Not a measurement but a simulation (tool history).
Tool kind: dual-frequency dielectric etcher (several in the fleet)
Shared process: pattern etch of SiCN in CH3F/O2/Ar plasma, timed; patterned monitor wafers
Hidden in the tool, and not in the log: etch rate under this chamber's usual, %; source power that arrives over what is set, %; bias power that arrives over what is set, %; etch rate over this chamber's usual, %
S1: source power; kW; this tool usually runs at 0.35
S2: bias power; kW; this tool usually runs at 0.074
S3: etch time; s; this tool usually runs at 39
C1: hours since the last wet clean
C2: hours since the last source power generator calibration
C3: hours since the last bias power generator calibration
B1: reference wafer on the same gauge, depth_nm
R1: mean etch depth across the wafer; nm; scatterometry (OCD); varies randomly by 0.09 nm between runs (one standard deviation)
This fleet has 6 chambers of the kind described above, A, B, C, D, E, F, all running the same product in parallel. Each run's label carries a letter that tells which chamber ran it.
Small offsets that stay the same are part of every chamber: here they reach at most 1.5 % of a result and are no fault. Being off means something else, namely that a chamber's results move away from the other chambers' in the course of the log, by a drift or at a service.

run 1C hour=10.9 | S1=0.35 S2=0.074 S3=39 | C1=323.3 C2=1775.9 C3=1228.5 | B1=14.62 | R1=14.194
run 2A hour=16.6 | S1=0.35 S2=0.074 S3=39 | C1=471.1 C2=3531.2 C3=1311.7 | B1=14.607 | R1=13.979
run 3B hour=24.1 | S1=0.35 S2=0.074 S3=39 | C1=24.7 C2=63.2 C3=1642.8 | B1=14.587 | R1=14.15
run 4F hour=33.5 | S1=0.35 S2=0.074 S3=39 | C1=257.6 C2=253.6 C3=646.9 | B1=14.604 | R1=14.188
run 5D hour=41.4 | S1=0.35 S2=0.074 S3=39 | C1=386.4 C2=45.6 C3=1016.4 | B1=14.596 | R1=14.213
run 6E hour=49.5 | S1=0.35 S2=0.074 S3=39 | C1=89.7 C2=1671.5 C3=976 | B1=14.627 | R1=14.153
run 7D hour=61.4 | S1=0.35 S2=0.074 S3=39 | C1=406.4 C2=65.6 C3=1036.4 | B1=14.587 | R1=14.122
run 8F hour=72.7 | S1=0.35 S2=0.074 S3=39 | C1=296.8 C2=292.8 C3=686.1 | B1=14.588 | R1=14.299
run 9A hour=81.6 | S1=0.35 S2=0.074 S3=39 | C1=536.1 C2=3596.2 C3=1376.7 | B1=14.586 | R1=13.908
run 10B hour=89.8 | S1=0.35 S2=0.074 S3=39 | C1=90.4 C2=128.9 C3=1708.5 | B1=14.605 | R1=14.131
run 11C hour=95.5 | S1=0.35 S2=0.074 S3=39 | C1=407.9 C2=1860.5 C3=1313.1 | B1=14.623 | R1=14.082
run 12E hour=102.8 | S1=0.35 S2=0.074 S3=39 | C1=143 C2=1724.8 C3=1029.3 | B1=14.589 | R1=14.088
run 13A hour=112.4 | S1=0.35 S2=0.074 S3=39 | C1=566.9 C2=3627 C3=1407.5 | B1=14.602 | R1=13.698
-- hour=117.6 chamber A: wet clean of the chamber
run 14F hour=118.7 | S1=0.35 S2=0.074 S3=39 | C1=342.8 C2=338.8 C3=732.1 | B1=14.593 | R1=14.336
run 15C hour=130.1 | S1=0.35 S2=0.074 S3=28 | C1=442.5 C2=1895.1 C3=1347.7 | B1=14.609 | R1=10.108
run 16E hour=137.3 | S1=0.35 S2=0.074 S3=28 | C1=177.5 C2=1759.3 C3=1063.8 | B1=14.584 | R1=10.053
run 17B hour=145.2 | S1=0.35 S2=0.074 S3=28 | C1=145.8 C2=184.3 C3=1763.9 | B1=14.599 | R1=10.072
run 18D hour=151.3 | S1=0.35 S2=0.074 S3=28 | C1=496.3 C2=155.5 C3=1126.3 | B1=14.604 | R1=10.114
run 19A hour=162.6 | S1=0.35 S2=0.074 S3=28 | C1=45 C2=3677.2 C3=1457.7 | B1=14.591 | R1=9.9049
run 20D hour=170.6 | S1=0.35 S2=0.074 S3=28 | C1=515.6 C2=174.8 C3=1145.6 | B1=14.585 | R1=10.264
run 21E hour=182.3 | S1=0.35 S2=0.074 S3=39 | C1=222.5 C2=1804.3 C3=1108.8 | B1=14.606 | R1=14.159
run 22C hour=194.1 | S1=0.35 S2=0.089 S3=39 | C1=506.5 C2=1959.1 C3=1411.7 | B1=14.603 | R1=14.928
run 23B hour=200.5 | S1=0.35 S2=0.089 S3=39 | C1=201.1 C2=239.6 C3=1819.2 | B1=14.564 | R1=14.901
run 24F hour=209.9 | S1=0.35 S2=0.089 S3=39 | C1=434 C2=430 C3=823.3 | B1=14.607 | R1=15.102
run 25E hour=219.2 | S1=0.35 S2=0.089 S3=39 | C1=259.4 C2=1841.2 C3=1145.7 | B1=14.572 | R1=15.118
run 26B hour=224.9 | S1=0.35 S2=0.089 S3=39 | C1=225.5 C2=264 C3=1843.6 | B1=14.625 | R1=15.151
-- hour=230.6 chamber F: wet clean of the chamber
run 27F hour=236.9 | S1=0.35 S2=0.089 S3=39 | C1=6.3 C2=457 C3=850.3 | B1=14.608 | R1=15.248
run 28C hour=242.3 | S1=0.35 S2=0.074 S3=39 | C1=554.7 C2=2007.3 C3=1459.9 | B1=14.596 | R1=13.772
run 29D hour=249.5 | S1=0.35 S2=0.074 S3=39 | C1=594.5 C2=253.7 C3=1224.5 | B1=14.593 | R1=14.001
run 30A hour=258.8 | S1=0.35 S2=0.074 S3=39 | C1=141.2 C2=3773.4 C3=1553.9 | B1=14.6 | R1=13.902
run 31E hour=266 | S1=0.35 S2=0.074 S3=39 | C1=306.2 C2=1888 C3=1192.5 | B1=14.606 | R1=14.281
run 32F hour=273.8 | S1=0.35 S2=0.074 S3=32.5 | C1=43.2 C2=493.9 C3=887.2 | B1=14.598 | R1=11.739
run 33D hour=284.8 | S1=0.35 S2=0.074 S3=32.5 | C1=629.8 C2=289 C3=1259.8 | B1=14.597 | R1=11.753
run 34B hour=297 | S1=0.35 S2=0.074 S3=32.5 | C1=297.6 C2=336.1 C3=1915.7 | B1=14.59 | R1=11.81
run 35C hour=306.4 | S1=0.35 S2=0.074 S3=32.5 | C1=618.8 C2=2071.4 C3=1524 | B1=14.605 | R1=11.23
run 36A hour=316.9 | S1=0.35 S2=0.074 S3=32.5 | C1=199.3 C2=3831.5 C3=1612 | B1=14.614 | R1=11.46
run 37F hour=328.4 | S1=0.35 S2=0.074 S3=32.5 | C1=97.8 C2=548.5 C3=941.8 | B1=14.622 | R1=11.881
run 38D hour=335.9 | S1=0.35 S2=0.074 S3=39 | C1=680.9 C2=340.1 C3=1310.9 | B1=14.613 | R1=14.184
run 39C hour=345.9 | S1=0.44 S2=0.074 S3=32.5 | C1=658.3 C2=2110.9 C3=1563.5 | B1=14.605 | R1=12.266

All 6 chambers run these settings next. Forecast each chamber's results:
run 40A hour=354.7 | S1=0.35 S2=0.074 S3=48.5 | R1=?
run 40B hour=354.7 | S1=0.35 S2=0.074 S3=48.5 | R1=?
run 40C hour=354.7 | S1=0.35 S2=0.074 S3=48.5 | R1=?
run 40D hour=354.7 | S1=0.35 S2=0.074 S3=48.5 | R1=?
run 40E hour=354.7 | S1=0.35 S2=0.074 S3=48.5 | R1=?
run 40F hour=354.7 | S1=0.35 S2=0.074 S3=48.5 | R1=?

run=40A R1=17.114
run=40B R1=17.55
run=40C R1=16.735
run=40D R1=17.65
run=40E R1=17.599
run=40F R1=17.549
